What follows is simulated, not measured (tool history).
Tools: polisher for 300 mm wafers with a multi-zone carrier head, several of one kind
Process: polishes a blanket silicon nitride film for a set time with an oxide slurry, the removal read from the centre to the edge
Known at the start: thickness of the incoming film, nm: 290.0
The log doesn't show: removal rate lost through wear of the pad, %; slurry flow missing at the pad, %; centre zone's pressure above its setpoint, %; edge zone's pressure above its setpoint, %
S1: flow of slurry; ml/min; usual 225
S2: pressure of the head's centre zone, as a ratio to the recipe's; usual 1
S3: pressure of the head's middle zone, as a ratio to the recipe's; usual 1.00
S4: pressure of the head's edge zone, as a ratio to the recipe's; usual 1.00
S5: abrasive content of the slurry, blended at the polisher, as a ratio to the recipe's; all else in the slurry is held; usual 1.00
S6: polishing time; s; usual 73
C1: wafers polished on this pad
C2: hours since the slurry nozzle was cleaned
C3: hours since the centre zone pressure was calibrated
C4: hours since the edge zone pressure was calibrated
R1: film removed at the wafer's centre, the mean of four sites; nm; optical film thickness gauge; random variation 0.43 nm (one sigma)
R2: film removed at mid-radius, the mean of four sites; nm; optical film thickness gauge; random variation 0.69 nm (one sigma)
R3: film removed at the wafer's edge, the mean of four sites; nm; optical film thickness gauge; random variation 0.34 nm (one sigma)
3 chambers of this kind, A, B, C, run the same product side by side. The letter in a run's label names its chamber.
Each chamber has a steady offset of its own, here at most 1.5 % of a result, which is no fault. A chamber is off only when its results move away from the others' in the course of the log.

{"run": "1A", "hour": 3.2, "S1": 225, "S2": 1, "S3": 1.0, "S4": 1.0, "S5": 1.0, "S6": 73, "C1": 521, "C2": 122.8, "C3": 112.4, "C4": 175.2, "R1": 46.788, "R2": 47.143, "R3": 45.943}
{"run": "2C", "hour": 8.3, "S1": 225, "S2": 1, "S3": 1.0, "S4": 1.0, "S5": 1.0, "S6": 73, "C1": 563, "C2": 85.5, "C3": 904.5, "C4": 243.8, "R1": 46.542, "R2": 45.599, "R3": 45.887}
{"hour": 9.0, "done": "chamber A: worn pad replaced by a new one"}
{"hour": 13.3, "done": "chamber C: worn pad replaced by a new one"}
{"run": "3B", "hour": 14.1, "S1": 225, "S2": 1, "S3": 1.0, "S4": 1.0, "S5": 1.0, "S6": 73, "C1": 650, "C2": 370.5, "C3": 764.2, "C4": 105.5, "R1": 46.999, "R2": 46.24, "R3": 46.233}
{"run": "4C", "hour": 20.8, "S1": 225, "S2": 1, "S3": 1.0, "S4": 1.0, "S5": 1.0, "S6": 73, "C1": 83, "C2": 98.0, "C3": 917.0, "C4": 256.3, "R1": 46.518, "R2": 46.537, "R3": 45.891}
{"run": "5A", "hour": 27.3, "S1": 225, "S2": 1, "S3": 1.0, "S4": 1.0, "S5": 1.0, "S6": 73, "C1": 203, "C2": 146.9, "C3": 136.5, "C4": 199.3, "R1": 47.067, "R2": 47.726, "R3": 46.531}
{"run": "6B", "hour": 33.8, "S1": 225, "S2": 1, "S3": 1.05, "S4": 1.0, "S5": 1.0, "S6": 73, "C1": 868, "C2": 390.2, "C3": 783.9, "C4": 125.2, "R1": 46.36, "R2": 48.068, "R3": 45.536}
{"run": "7A", "hour": 40.0, "S1": 225, "S2": 1, "S3": 1.05, "S4": 1.0, "S5": 1.0, "S6": 73, "C1": 343, "C2": 159.6, "C3": 149.2, "C4": 212.0, "R1": 46.778, "R2": 49.377, "R3": 46.071}
{"hour": 42.1, "done": "chamber B: worn pad replaced by a new one"}
{"run": "8C", "hour": 46.2, "S1": 225, "S2": 1, "S3": 1.05, "S4": 1.0, "S5": 1.0, "S6": 73, "C1": 364, "C2": 123.4, "C3": 942.4, "C4": 281.7, "R1": 46.583, "R2": 47.64, "R3": 45.637}
{"run": "9B", "hour": 49.3, "S1": 225, "S2": 1, "S3": 1.0, "S4": 1.0, "S5": 1.0, "S6": 73, "C1": 80, "C2": 405.7, "C3": 799.4, "C4": 140.7, "R1": 46.321, "R2": 46.752, "R3": 46.28}
{"run": "10C", "hour": 52.4, "S1": 225, "S2": 1, "S3": 1.0, "S4": 1.0, "S5": 1.0, "S6": 73, "C1": 432, "C2": 129.6, "C3": 948.6, "C4": 287.9, "R1": 45.854, "R2": 46.152, "R3": 45.812}
{"hour": 56.9, "done": "chamber A: worn pad replaced by a new one"}
{"run": "11B", "hour": 57.0, "S1": 225, "S2": 1, "S3": 0.91, "S4": 1.0, "S5": 1.0, "S6": 73, "C1": 165, "C2": 413.4, "C3": 807.1, "C4": 148.4, "R1": 46.21, "R2": 41.055, "R3": 45.683}
{"run": "12A", "hour": 61.6, "S1": 225, "S2": 1, "S3": 0.91, "S4": 1.0, "S5": 1.0, "S6": 73, "C1": 52, "C2": 181.2, "C3": 170.8, "C4": 233.6, "R1": 46.431, "R2": 43.189, "R3": 46.088}
{"run": "13A", "hour": 66.2, "S1": 225, "S2": 1, "S3": 0.91, "S4": 1.0, "S5": 1.0, "S6": 73, "C1": 103, "C2": 185.8, "C3": 175.4, "C4": 238.2, "R1": 46.607, "R2": 42.673, "R3": 46.144}
{"run": "14C", "hour": 70.0, "S1": 225, "S2": 1, "S3": 1.0, "S4": 1.0, "S5": 1.0, "S6": 73, "C1": 627, "C2": 147.2, "C3": 966.2, "C4": 305.5, "R1": 46.155, "R2": 47.153, "R3": 45.27}
{"hour": 71.3, "done": "chamber C: worn pad replaced by a new one"}
{"run": "15B", "hour": 74.6, "S1": 225, "S2": 1, "S3": 1.0, "S4": 1.0, "S5": 1.0, "S6": 73, "C1": 360, "C2": 431.0, "C3": 824.7, "C4": 166.0, "R1": 45.653, "R2": 44.473, "R3": 45.829}
{"run": "16A", "hour": 80.3, "S1": 225, "S2": 1, "S3": 1.0, "S4": 0.96, "S5": 0.85, "S6": 73, "C1": 259, "C2": 199.9, "C3": 189.5, "C4": 252.3, "R1": 43.434, "R2": 44.093, "R3": 41.968}
{"run": "17C", "hour": 86.7, "S1": 225, "S2": 1, "S3": 1.0, "S4": 0.96, "S5": 0.85, "S6": 73, "C1": 170, "C2": 163.9, "C3": 982.9, "C4": 322.2, "R1": 42.954, "R2": 41.499, "R3": 41.128}
{"run": "18B", "hour": 92.6, "S1": 225, "S2": 1, "S3": 1.0, "S4": 0.96, "S5": 0.85, "S6": 73, "C1": 559, "C2": 449.0, "C3": 842.7, "C4": 184.0, "R1": 42.951, "R2": 42.123, "R3": 41.875}
{"run": "19A", "hour": 97.1, "S1": 225, "S2": 1, "S3": 1.0, "S4": 1.0, "S5": 1.0, "S6": 73, "C1": 445, "C2": 216.7, "C3": 206.3, "C4": 269.1, "R1": 47.09, "R2": 45.948, "R3": 46.137}
{"run": "20B", "hour": 101.0, "S1": 225, "S2": 1, "S3": 1.0, "S4": 1.0, "S5": 1.0, "S6": 73, "C1": 652, "C2": 457.4, "C3": 851.1, "C4": 192.4, "R1": 46.289, "R2": 46.369, "R3": 46.522}
{"run": "21C", "hour": 104.7, "S1": 225, "S2": 1, "S3": 1.0, "S4": 1.0, "S5": 1.0, "S6": 73, "C1": 369, "C2": 181.9, "C3": 1000.9, "C4": 340.2, "R1": 46.146, "R2": 46.209, "R3": 45.75}
{"hour": 106.0, "done": "chamber A: worn pad replaced by a new one"}
{"run": "22C", "hour": 108.6, "S1": 225, "S2": 1, "S3": 1.0, "S4": 1.0, "S5": 1.0, "S6": 73, "C1": 412, "C2": 185.8, "C3": 1004.8, "C4": 344.1, "R1": 46.723, "R2": 46.612, "R3": 45.579}
{"run": "23A", "hour": 111.5, "S1": 225, "S2": 1, "S3": 1.0, "S4": 1.0, "S5": 1.0, "S6": 73, "C1": 61, "C2": 231.1, "C3": 220.7, "C4": 283.5, "R1": 47.092, "R2": 46.746, "R3": 46.449}
{"run": "24B", "hour": 116.8, "S1": 225, "S2": 1, "S3": 1.0, "S4": 1.0, "S5": 1.0, "S6": 73, "C1": 827, "C2": 473.2, "C3": 866.9, "C4": 208.2, "R1": 46.296, "R2": 46.771, "R3": 45.533}

What goes on in this fleet: one chamber off, a drifting gauge, or nothing beyond the chambers' own small offsets? Name the chamber and the cause, if any.

No chamber stands off beyond its own small offset, and the gauge holds steady.
